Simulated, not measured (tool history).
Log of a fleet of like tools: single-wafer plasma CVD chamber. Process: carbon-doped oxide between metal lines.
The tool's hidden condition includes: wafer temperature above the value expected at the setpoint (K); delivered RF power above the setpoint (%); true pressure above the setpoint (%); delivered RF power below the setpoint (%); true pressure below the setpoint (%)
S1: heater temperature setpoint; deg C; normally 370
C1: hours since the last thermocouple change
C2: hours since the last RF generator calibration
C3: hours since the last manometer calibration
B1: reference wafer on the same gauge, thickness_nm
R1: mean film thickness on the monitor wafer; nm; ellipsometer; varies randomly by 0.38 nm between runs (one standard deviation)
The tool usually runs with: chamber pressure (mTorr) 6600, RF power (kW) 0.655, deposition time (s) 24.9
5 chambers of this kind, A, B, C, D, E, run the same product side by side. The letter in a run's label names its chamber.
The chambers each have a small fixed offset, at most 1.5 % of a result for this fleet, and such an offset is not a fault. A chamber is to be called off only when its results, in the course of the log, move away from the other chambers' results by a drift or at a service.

Run 1D, hour 7.6: usual settings; C1 1411.2; C2 144; C3 2417.3; B1 133. Result: R1 148.99 nm.
At hour 12.7: chamber A: thermocouple changed; heater temperature recalibrated.
Run 2E, hour 20.3: usual settings; C1 1859; C2 137.7; C3 459.7; B1 132.98. Result: R1 146.72 nm.
Run 3A, hour 27.4: usual settings; C1 14.8; C2 1165.7; C3 1242.4; B1 133.01. Result: R1 148.8 nm.
Run 4B, hour 35.9: usual settings; C1 721.8; C2 2070.9; C3 944; B1 132.95. Result: R1 147.71 nm.
Run 5C, hour 46.6: usual settings; C1 262.2; C2 1008.6; C3 223.4; B1 133.1. Result: R1 148.62 nm.
Run 6A, hour 57.1: usual settings; C1 44.5; C2 1195.4; C3 1272.1; B1 133. Result: R1 149.41 nm.
Run 7E, hour 66.1: usual settings but S1 361 deg C; C1 1904.8; C2 183.5; C3 505.5; B1 133.04. Result: R1 150.38 nm.
Run 8C, hour 75.1: usual settings but S1 361 deg C; C1 290.7; C2 1037.1; C3 251.9; B1 132.92. Result: R1 151.88 nm.
Run 9B, hour 86.3: usual settings but S1 361 deg C; C1 772.2; C2 2121.3; C3 994.4; B1 132.97. Result: R1 150.82 nm.
Run 10D, hour 94.1: usual settings but S1 361 deg C; C1 1497.7; C2 230.5; C3 2503.8; B1 133.02. Result: R1 152.67 nm.
Run 11B, hour 106.7: usual settings but S1 361 deg C; C1 792.6; C2 2141.7; C3 1014.8; B1 132.99. Result: R1 150.37 nm.
Run 12A, hour 113.1: usual settings but RF power (kW) 0.7, deposition time (s) 22.9; C1 100.5; C2 1251.4; C3 1328.1; B1 132.94. Result: R1 142.21 nm.
Run 13E, hour 126: usual settings but RF power (kW) 0.7, deposition time (s) 22.9; C1 1964.7; C2 243.4; C3 565.4; B1 133.04. Result: R1 141.42 nm.
At hour 137.5: chamber A: capacitance manometer re-zeroed and calibrated.
Run 14D, hour 139.2: usual settings but RF power (kW) 0.7, deposition time (s) 22.9; C1 1542.8; C2 275.6; C3 2548.9; B1 133.12. Result: R1 142.78 nm.
Run 15C, hour 152.8: usual settings but RF power (kW) 0.7, deposition time (s) 22.9; C1 368.4; C2 1114.8; C3 329.6; B1 132.96. Result: R1 141.81 nm.
Run 16A, hour 164.6: usual settings but RF power (kW) 0.7, deposition time (s) 22.9; C1 152; C2 1302.9; C3 27.1; B1 132.95. Result: R1 143.02 nm.
At hour 168.7: chamber E: thermocouple changed; heater temperature recalibrated.
Run 17D, hour 174: usual settings but chamber pressure (mTorr) 5640, RF power (kW) 0.59; C1 1577.6; C2 310.4; C3 2583.7; B1 133.13. Result: R1 137.89 nm.
Run 18C, hour 184.1: usual settings but chamber pressure (mTorr) 5640, RF power (kW) 0.59; C1 399.7; C2 1146.1; C3 360.9; B1 132.95. Result: R1 136.16 nm.
Run 19B, hour 192.1: usual settings but chamber pressure (mTorr) 5640, RF power (kW) 0.59; C1 878; C2 2227.1; C3 1100.2; B1 132.98. Result: R1 136.3 nm.
Run 20E, hour 201.4: usual settings but chamber pressure (mTorr) 5640, RF power (kW) 0.59; C1 32.7; C2 318.8; C3 640.8; B1 133. Result: R1 135.7 nm.
Run 21B, hour 210.9: usual settings but chamber pressure (mTorr) 5640, RF power (kW) 0.59; C1 896.8; C2 2245.9; C3 1119; B1 132.93. Result: R1 136.04 nm.
Run 22E, hour 223.5: usual settings; C1 54.8; C2 340.9; C3 662.9; B1 133.04. Result: R1 147.59 nm.
At hour 226.3: chamber B: capacitance manometer re-zeroed and calibrated.
Run 23D, hour 231.1: usual settings; C1 1634.7; C2 367.5; C3 2640.8; B1 133.02. Result: R1 149.11 nm.
Run 24A, hour 238.5: usual settings; C1 225.9; C2 1376.8; C3 101; B1 132.91. Result: R1 148.85 nm.
Run 25C, hour 250: usual settings; C1 465.6; C2 1212; C3 426.8; B1 132.92. Result: R1 146.73 nm.
Run 26B, hour 259.1: usual settings; C1 945; C2 2294.1; C3 32.9; B1 132.99. Result: R1 147.75 nm.
Run 27C, hour 266: usual settings; C1 481.6; C2 1228; C3 442.8; B1 132.99. Result: R1 146.69 nm.
Run 28D, hour 273.2: usual settings; C1 1676.8; C2 409.6; C3 2682.9; B1 133.08. Result: R1 149.84 nm.
At hour 274.2: chamber B: RF generator calibrated.
Run 29A, hour 287.5: usual settings; C1 274.9; C2 1425.8; C3 150; B1 132.88. Result: R1 149.27 nm.
Run 30E, hour 299.3: usual settings; C1 130.6; C2 416.7; C3 738.7; B1 133.04. Result: R1 146.97 nm.
Run 31D, hour 306: usual settings; C1 1709.6; C2 442.4; C3 2715.7; B1 133.05. Result: R1 148.99 nm.
At hour 312: chamber D: capacitance manometer re-zeroed and calibrated.
Run 32E, hour 315.1: usual settings; C1 146.4; C2 432.5; C3 754.5; B1 133.02. Result: R1 147.34 nm.
Run 33C, hour 327.1: usual settings; C1 542.7; C2 1289.1; C3 503.9; B1 133.09. Result: R1 146.26 nm.
Run 34A, hour 334.6: usual settings; C1 322; C2 1472.9; C3 197.1; B1 132.96. Result: R1 149.84 nm.
At hour 336.6: chamber A: RF generator calibrated.
Run 35B, hour 342.6: usual settings; C1 1028.5; C2 68.5; C3 116.4; B1 133.01. Result: R1 148.46 nm.
Run 36A, hour 352.7: usual settings; C1 340.1; C2 16.1; C3 215.2; B1 133.08. Result: R1 148.83 nm.
Run 37B, hour 359.1: usual settings; C1 1045; C2 85; C3 132.9; B1 132.94. Result: R1 147.92 nm.
At hour 362.6: chamber D: thermocouple changed; heater temperature recalibrated.
Run 38D, hour 370.3: usual settings; C1 7.7; C2 506.7; C3 58.4; B1 132.93. Result: R1 148.99 nm.
Run 39E, hour 379.9: usual settings but S1 376 deg C, RF power (kW) 0.775; C1 211.2; C2 497.3; C3 819.3; B1 132.98. Result: R1 160.42 nm.
Run 40C, hour 387.9: usual settings but S1 376 deg C, RF power (kW) 0.775; C1 603.5; C2 1349.9; C3 564.7; B1 133.05. Result: R1 158.46 nm.
Run 41E, hour 394.3: usual settings but S1 376 deg C, RF power (kW) 0.775; C1 225.6; C2 511.7; C3 833.7; B1 132.98. Result: R1 160.18 nm.
Run 42C, hour 408.1: usual settings but S1 376 deg C, RF power (kW) 0.775; C1 623.7; C2 1370.1; C3 584.9; B1 133.04. Result: R1 159.11 nm.

Predict what each chamber gives when all 5 of them run the settings below next.
Run 43A, hour 418.5: usual settings. Result: R1 ?.
Run 43B, hour 418.5: usual settings. Result: R1 ?.
Run 43C, hour 418.5: usual settings. Result: R1 ?.
Run 43D, hour 418.5: usual settings. Result: R1 ?.
Run 43E, hour 418.5: usual settings. Result: R1 ?.

run      R1
43A  149.53
43B  147.74
43C  145.37
43D  150.22
43E  147.39
